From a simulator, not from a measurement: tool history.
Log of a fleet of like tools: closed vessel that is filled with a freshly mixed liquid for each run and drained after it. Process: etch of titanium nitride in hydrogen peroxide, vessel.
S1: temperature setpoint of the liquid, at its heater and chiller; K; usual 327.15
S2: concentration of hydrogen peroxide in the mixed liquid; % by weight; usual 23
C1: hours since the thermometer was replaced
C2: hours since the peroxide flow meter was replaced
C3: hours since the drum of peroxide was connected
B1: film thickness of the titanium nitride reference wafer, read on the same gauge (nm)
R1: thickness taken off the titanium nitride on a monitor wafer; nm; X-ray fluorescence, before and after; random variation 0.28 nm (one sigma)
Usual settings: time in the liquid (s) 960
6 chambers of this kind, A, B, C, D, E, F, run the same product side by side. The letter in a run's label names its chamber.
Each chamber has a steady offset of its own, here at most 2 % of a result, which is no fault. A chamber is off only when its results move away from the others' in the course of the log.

At hour 6.7: chamber E: peroxide flow meter replaced.
Run 1D, hour 7.3: usual settings; C1 1389.2; C2 1593.3; C3 341.4; B1 60.009. Result: R1 54.532 nm.
At hour 9.4: chamber B: thermometer replaced.
Run 2B, hour 10.8: usual settings; C1 1.5; C2 263.9; C3 162.7; B1 60.001. Result: R1 54.761 nm.
Run 3F, hour 17: usual settings; C1 916.8; C2 1832.6; C3 597.6; B1 60.016. Result: R1 54.948 nm.
Run 4C, hour 20.6: usual settings; C1 228.2; C2 670.6; C3 470.9; B1 59.997. Result: R1 53.996 nm.
Run 5A, hour 24.3: usual settings but S1 319.65 K, time in the liquid (s) 590; C1 567; C2 1201.4; C3 327.4; B1 59.988. Result: R1 19.379 nm.
Run 6E, hour 27.8: usual settings but S1 319.65 K, time in the liquid (s) 590; C1 633.8; C2 21.1; C3 249.9; B1 60.018. Result: R1 19.589 nm.
Run 7C, hour 33.2: usual settings but S1 319.65 K, time in the liquid (s) 590; C1 240.8; C2 683.2; C3 483.5; B1 59.967. Result: R1 19.49 nm.
Run 8B, hour 39.6: usual settings but S1 319.65 K, time in the liquid (s) 590; C1 30.3; C2 292.7; C3 191.5; B1 59.994. Result: R1 19.56 nm.
Run 9E, hour 43.4: usual settings but S1 319.65 K, time in the liquid (s) 590; C1 649.4; C2 36.7; C3 265.5; B1 59.94. Result: R1 19.588 nm.
Run 10D, hour 48.3: usual settings but S1 319.65 K, time in the liquid (s) 590; C1 1430.2; C2 1634.3; C3 382.4; B1 59.99. Result: R1 19.322 nm.
Run 11F, hour 54.8: usual settings; C1 954.6; C2 1870.4; C3 635.4; B1 59.995. Result: R1 55.192 nm.
Run 12A, hour 60.2: usual settings; C1 602.9; C2 1237.3; C3 363.3; B1 60.006. Result: R1 54.695 nm.
Run 13B, hour 64.4: usual settings; C1 55.1; C2 317.5; C3 216.3; B1 60. Result: R1 55.21 nm.
Run 14E, hour 69: usual settings; C1 675; C2 62.3; C3 291.1; B1 60.023. Result: R1 54.462 nm.
Run 15C, hour 73.2: usual settings; C1 280.8; C2 723.2; C3 523.5; B1 59.986. Result: R1 53.509 nm.
Run 16D, hour 80.5: usual settings; C1 1462.4; C2 1666.5; C3 414.6; B1 59.985. Result: R1 54.766 nm.
Run 17F, hour 85.8: usual settings; C1 985.6; C2 1901.4; C3 666.4; B1 60.012. Result: R1 55.158 nm.
Run 18A, hour 92.9: usual settings; C1 635.6; C2 1270; C3 396; B1 59.992. Result: R1 55.019 nm.
At hour 99.8: chamber A: new drum of peroxide connected.
Run 19E, hour 100: usual settings; C1 706; C2 93.3; C3 322.1; B1 59.954. Result: R1 54.387 nm.
Run 20A, hour 106.5: usual settings; C1 649.2; C2 1283.6; C3 6.7; B1 60.011. Result: R1 55.083 nm.
Run 21B, hour 113.6: usual settings; C1 104.3; C2 366.7; C3 265.5; B1 60.022. Result: R1 54.607 nm.
Run 22F, hour 117.8: usual settings but S1 322.65 K, time in the liquid (s) 1190; C1 1017.6; C2 1933.4; C3 698.4; B1 59.99. Result: R1 49.685 nm.
Run 23C, hour 124.8: usual settings but S1 322.65 K, time in the liquid (s) 1190; C1 332.4; C2 774.8; C3 575.1; B1 59.981. Result: R1 48.803 nm.
Run 24D, hour 131.9: usual settings but S1 322.65 K, time in the liquid (s) 1190; C1 1513.8; C2 1717.9; C3 466; B1 60.007. Result: R1 48.762 nm.
Run 25E, hour 135.8: usual settings but S1 322.65 K, time in the liquid (s) 1190; C1 741.8; C2 129.1; C3 357.9; B1 60.036. Result: R1 48.293 nm.
Run 26A, hour 142.7: usual settings but S1 322.65 K, time in the liquid (s) 1190; C1 685.4; C2 1319.8; C3 42.9; B1 59.998. Result: R1 48.329 nm.
Run 27C, hour 147.3: usual settings but S1 322.65 K, time in the liquid (s) 1190; C1 354.9; C2 797.3; C3 597.6; B1 59.991. Result: R1 48.652 nm.
Run 28B, hour 154.1: usual settings; C1 144.8; C2 407.2; C3 306; B1 59.98. Result: R1 54.48 nm.
Run 29F, hour 158.9: usual settings; C1 1058.7; C2 1974.5; C3 739.5; B1 60.006. Result: R1 55.443 nm.
Run 30D, hour 162.4: usual settings but S1 317.65 K, time in the liquid (s) 410; C1 1544.3; C2 1748.4; C3 496.5; B1 59.995. Result: R1 11.57 nm.
Run 31D, hour 165.8: usual settings but S1 317.65 K, time in the liquid (s) 410; C1 1547.7; C2 1751.8; C3 499.9; B1 59.994. Result: R1 11.635 nm.
At hour 171.5: chamber A: peroxide flow meter replaced.
Run 32B, hour 173.3: usual settings but S1 317.65 K, time in the liquid (s) 410; C1 164; C2 426.4; C3 325.2; B1 60.001. Result: R1 11.835 nm.
Run 33C, hour 177.7: usual settings but S1 317.65 K, time in the liquid (s) 410; C1 385.3; C2 827.7; C3 628; B1 60.008. Result: R1 11.521 nm.
Run 34F, hour 184.3: usual settings but S1 317.65 K, time in the liquid (s) 410; C1 1084.1; C2 1999.9; C3 764.9; B1 60.012. Result: R1 11.689 nm.
At hour 186.2: chamber C: new drum of peroxide connected.
Run 35A, hour 191.1: usual settings but S1 317.65 K, time in the liquid (s) 410; C1 733.8; C2 19.7; C3 91.3; B1 60.049. Result: R1 11.659 nm.
Run 36E, hour 197.2: usual settings; C1 803.2; C2 190.5; C3 419.3; B1 60.066. Result: R1 52.969 nm.
At hour 199.6: chamber B: peroxide flow meter replaced.
Run 37A, hour 202.8: usual settings but S1 335.15 K, S2 28.5 % by weight; C1 745.5; C2 31.4; C3 103; B1 60.063. Result: R1 98.941 nm.
Run 38B, hour 206.5: usual settings but S1 335.15 K, S2 28.5 % by weight; C1 197.2; C2 7; C3 358.4; B1 59.986. Result: R1 99.257 nm.
Run 39F, hour 212.5: usual settings but S1 335.15 K, S2 28.5 % by weight; C1 1112.3; C2 2028.1; C3 793.1; B1 60.014. Result: R1 100.82 nm.
Run 40C, hour 217.5: usual settings but S1 335.15 K, S2 28.5 % by weight; C1 425.1; C2 867.5; C3 31.3; B1 60.028. Result: R1 96.696 nm.
Run 41E, hour 221.9: usual settings but S1 335.15 K, S2 28.5 % by weight; C1 827.9; C2 215.2; C3 444; B1 60.008. Result: R1 95.919 nm.
Run 42D, hour 226.9: usual settings but S1 335.15 K, S2 28.5 % by weight; C1 1608.8; C2 1812.9; C3 561; B1 59.97. Result: R1 99.598 nm.

Is one chamber off against the others, does the gauge drift, or is nothing wrong? If a chamber is off, say which, and what the likeliest cause is.

Chamber E drifts away from the others.
Cause: liquid colder than its thermometer reads (K) = 0.381.
The log may not tell that from: peroxide flow below the setpoint (%).

Here are 4 candidates for chamber E's next run, each the usual settings with a change, their results left as question marks. Which one brings its results back in line with what the others give on the usual settings?
In line means no further than this from the other chambers' mean on the usual settings: R1 0.98 nm
Run 43E-1, hour 232.5: usual settings but time in the liquid (s) 935. Result: R1 ?.
Run 43E-2, hour 232.5: usual settings but time in the liquid (s) 1015. Result: R1 ?.
Run 43E-3, hour 232.5: usual settings but S1 326.65 K, time in the liquid (s) 935. Result: R1 ?.
Run 43E-4, hour 232.5: usual settings but S2 26 % by weight. Result: R1 ?.

The other chambers' mean on the usual settings: R1 54.598 nm
  run      R1
43E-1  51.996
43E-2  56.445
43E-3  50.189
43E-4   54.81
43E-4 brings the chamber back in line.
